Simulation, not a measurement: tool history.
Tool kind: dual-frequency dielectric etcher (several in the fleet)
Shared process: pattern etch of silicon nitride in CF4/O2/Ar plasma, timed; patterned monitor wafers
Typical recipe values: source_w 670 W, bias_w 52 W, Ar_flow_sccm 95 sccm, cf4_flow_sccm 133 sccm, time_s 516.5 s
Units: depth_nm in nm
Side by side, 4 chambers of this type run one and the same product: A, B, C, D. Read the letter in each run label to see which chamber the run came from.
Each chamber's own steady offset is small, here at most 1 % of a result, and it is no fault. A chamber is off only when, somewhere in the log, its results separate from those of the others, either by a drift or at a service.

run	day	source_w	bias_w	Ar_flow_sccm	cf4_flow_sccm	time_s	read-back reference wafer on the same gauge, depth_nm	depth_nm
1A	0.542	670	52	95	133	516.5	1419.8	1344.5
2B	0.992	670	52	95	133	516.5	1420.5	1341.6
3D	1.512	670	52	95	133	516.5	1420.2	1340.4
4C	1.900	670	52	95	133	516.5	1420.4	1333.0
5C	2.492	670	52	95	133	516.5	1419.2	1331.2
6A	3.092	670	52	95	133	516.5	1420.3	1349.1
7B	3.504	750	52	95	133	516.5	1420.0	1482.7
8D	3.858	750	52	95	133	516.5	1419.8	1486.5
# day 4.254: chamber A: source power generator calibrated
9A	4.283	750	52	95	133	516.5	1420.4	1441.0
10B	4.596	750	52	95	133	516.5	1419.9	1485.4
11D	5.158	670	52	95	102	516.5	1419.9	1298.1
12C	5.738	670	52	95	102	516.5	1420.4	1291.6
13C	6.350	670	52	95	102	516.5	1419.7	1293.5
# day 6.400: chamber B: wet clean of the chamber
14A	6.704	670	52	95	102	516.5	1420.5	1270.8
# day 6.883: chamber A: Ar flow controller replaced
15D	7.346	670	52	95	133	516.5	1419.7	1341.9
16B	7.733	670	52	95	133	516.5	1419.6	1344.4
17C	8.154	670	52	95	133	516.5	1419.9	1335.1
18D	8.571	670	52	95	133	516.5	1420.7	1339.2
19A	9.042	670	52	95	133	516.5	1420.0	1310.3
20B	9.408	670	52	95	133	516.5	1420.0	1343.4
21C	9.733	670	52	95	133	516.5	1419.8	1329.2
22B	10.021	670	52	95	133	516.5	1420.0	1344.8
# day 10.175: chamber D: wet clean of the chamber
23A	10.633	670	52	95	133	516.5	1419.6	1309.5
# day 11.000: chamber A: wet clean of the chamber
24D	11.200	670	52	95	133	516.5	1420.7	1340.0
25D	11.571	670	52	95	133	516.5	1420.0	1341.0
26A	11.904	670	52	95	133	516.5	1420.0	1312.4
27B	12.246	670	52	95	133	516.5	1420.8	1338.0

What goes on in this fleet: one chamber off, a drifting gauge, or nothing beyond the chambers' own small offsets? Name the chamber and the cause, if any.

Chamber A has stood off from the others ever since a service on it.
What lies behind it: source power that arrives under what is set, % = 3.05.

Which of the 4 candidates below, each the usual settings with something changed and its results left as question marks, puts chamber A back in line with what the other chambers give on the usual settings?
A result is in line if it is within this distance of the other chambers' mean on the usual settings: depth_nm 11.0 nm
28A-1	12.712	690	52	95	133	516.5		?
28A-2	12.712	670	52	95	133	506.0		?
28A-3	12.712	670	52	95	133	519.0		?
28A-4	12.712	670	52	95	133	513.0		?

The mean the other chambers reach with the usual settings: depth_nm 1338.8 nm
run	depth_nm
28A-1	1341.3
28A-2	1281.0
28A-3	1313.9
28A-4	1298.7
With 28A-1, the chamber falls back in line with the rest.
